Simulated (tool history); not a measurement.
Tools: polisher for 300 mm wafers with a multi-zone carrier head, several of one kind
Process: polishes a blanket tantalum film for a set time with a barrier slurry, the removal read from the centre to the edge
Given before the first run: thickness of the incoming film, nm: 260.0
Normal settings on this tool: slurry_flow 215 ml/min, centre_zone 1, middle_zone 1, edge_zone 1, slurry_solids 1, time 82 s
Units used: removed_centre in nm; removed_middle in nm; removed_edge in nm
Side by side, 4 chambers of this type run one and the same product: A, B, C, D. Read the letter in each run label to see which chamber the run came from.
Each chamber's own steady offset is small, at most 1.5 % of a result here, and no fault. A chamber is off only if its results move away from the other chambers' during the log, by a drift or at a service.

run,hour,slurry_flow,centre_zone,middle_zone,edge_zone,slurry_solids,time,wafers polished on this pad,hours since the slurry nozzle was cleaned,hours since the centre zone pressure was calibrated,hours since the edge zone pressure was calibrated,removed_centre,removed_middle,removed_edge
# hour 3.2: chamber A: centre zone pressure recalibrated
1C,7.6,215,1,1,1,1,82,396,596.9,205.7,516.8,57.257,55.731,55.694
2A,14.9,215,1,1,1,1,82,234,533,11.8,291.8,56.649,57.052,56.541
3B,23,215,1,1,1,1,82,1477,424,423.8,709.4,56.534,55.584,55.235
# hour 26.7: chamber D: worn pad replaced by a new one
# hour 29.3: chamber B: worn pad replaced by a new one
4D,30.4,215,1,1,1,1,82,28,196.2,745.3,379.8,56.813,56.959,58.029
5B,37.9,215,1,1,1,1,82,66,438.9,438.7,724.3,55.914,55.837,56.775
# hour 41.7: chamber A: slurry nozzle cleaned
6A,45.3,215,1,1,1,1,82,469,3.6,42.2,322.2,56.563,56.202,57.978
# hour 46.7: chamber C: worn pad replaced by a new one
# hour 53.3: chamber B: centre zone pressure recalibrated
7C,53.7,215,1,1,1,1,82,54,643,251.8,562.9,56.542,55.97,55.956
8D,63,215,1,1,1,1,82,280,228.8,777.9,412.4,56.599,55.57,56.654
# hour 69.4: chamber C: slurry nozzle cleaned
9A,72.9,215,1,1,1,1,82,682,31.2,69.8,349.8,55.542,56.561,57.42
10B,83.7,215,1,1,1,1,82,420,484.7,30.5,770.1,56.493,55.191,57.225
11C,95.3,215,1,1,1,1,82,375,26,293.4,604.5,57.355,56.538,57.241
# hour 104.1: chamber B: slurry nozzle cleaned
12D,106,215,1,1,1,1,82,611,271.8,820.9,455.4,57.144,55.46,56.37
13B,114.3,215,1,1,1,1,82,656,10.3,61.1,800.7,56.856,55.794,56.578
14C,126.7,215,1,1,1,1,82,617,57.4,324.8,635.9,56.555,56.357,56.193
# hour 133: chamber B: edge zone pressure recalibrated
15A,134.5,215,1,1,1,1,82,1157,92.8,131.4,411.4,56.063,55.167,56.134
# hour 147.1: chamber C: worn pad replaced by a new one
16D,147.8,215,1,1,1,1,82,934,313.6,862.7,497.2,56.819,57.199,55.792
17C,157.4,215,1,1,1,1,82,79,88.1,355.5,666.6,56.343,56.728,57.181
18B,163.5,215,1,1,1,1,82,1035,59.5,110.3,30.6,55.746,55.743,57.695
19D,172.2,215,1,1,1,1,82,1122,338,887.1,521.6,57.02,57.14,55.978
# hour 177.4: chamber D: worn pad replaced by a new one
20A,185.3,215,1,1,1,1,82,1549,143.6,182.2,462.2,55.421,54.94,56.267
# hour 189.5: chamber A: edge zone pressure recalibrated
21C,193.7,215,1,1,1,1,82,359,124.4,391.8,702.9,56.352,56.275,57.025
22A,205.7,215,1,1,1,1,82,1706,164,202.6,16.3,55.191,54.57,56.131
# hour 207.2: chamber B: worn pad replaced by a new one
# hour 210.3: chamber D: centre zone pressure recalibrated
23B,215.1,215,1,1,1,1,82,61,111.1,161.9,82.2,56.186,56.063,58.522
24D,222.6,215,1,1,1,1,82,349,388.4,12.3,572,56.445,56.173,56.989
25C,235.5,215,1,1,1,1,82,681,166.2,433.6,744.7,56.306,55.723,54.453
26B,241.9,215,1.05,0.94,1,1,82,267,137.9,188.7,109,59.727,52.515,55.866
# hour 247.7: chamber C: worn pad replaced by a new one
27D,250.1,215,1.05,0.94,1,1,82,561,415.9,39.8,599.5,59.987,52.543,56.84
28A,260.2,215,1.05,0.94,1,1,82,2126,218.5,257.1,70.8,57.573,51.189,54.254
29C,269.9,215,1.05,0.94,1,1,82,171,200.6,468,779.1,59.944,54.286,56.519
30A,280.2,215,1,1,1,1,82,2281,238.5,277.1,90.8,54.002,53.99,56.212
31D,288.6,215,1,1,1,1,82,858,454.4,78.3,638,57.236,57.014,55.132
32B,301,215,1,1,1,1.1,56,723,197,247.8,168.1,39.338,39.302,40.291
33C,310.6,215,1,1,1,1.1,56,485,241.3,508.7,819.8,39.999,40.106,39.714
34B,317.4,215,1,1,1,1.1,56,850,213.4,264.2,184.5,39.366,39.282,39.256
# hour 327.9: chamber D: worn pad replaced by a new one
35A,328.7,215,1,1,1,1.1,56,2655,287,325.6,139.3,37.126,37.077,37.443
36D,336.7,215,1,1,1,1,82,67,502.5,126.4,686.1,56.308,56.581,57.005
# hour 339.9: chamber D: slurry nozzle cleaned
37D,349.9,215,1,1,1,1,82,169,10.1,139.6,699.3,57.142,55.085,55.861
# hour 351.3: chamber C: worn pad replaced by a new one
38B,359.3,215,1,1,1,1,82,1173,255.3,306.1,226.4,55.827,54.381,56.492
39A,366,215,1,1,1,1,82,2942,324.3,362.9,176.6,53.025,52.377,53.905
40C,378.5,215,1,1,1,1.25,82,209,309.2,576.6,887.7,60.2,59.678,58.473

Predict what each chamber gives when all 4 of them run the settings below next.
41A,388.2,215,0.88,1,1,1,82,,,,,?,?,?
41B,388.2,215,0.88,1,1,1,82,,,,,?,?,?
41C,388.2,215,0.88,1,1,1,82,,,,,?,?,?
41D,388.2,215,0.88,1,1,1,82,,,,,?,?,?

run,removed_centre,removed_middle,removed_edge
41A,45.823,51.789,51.986
41B,49.099,55.965,55.839
41C,49.812,56.493,56.249
41D,49.248,56.267,56.652

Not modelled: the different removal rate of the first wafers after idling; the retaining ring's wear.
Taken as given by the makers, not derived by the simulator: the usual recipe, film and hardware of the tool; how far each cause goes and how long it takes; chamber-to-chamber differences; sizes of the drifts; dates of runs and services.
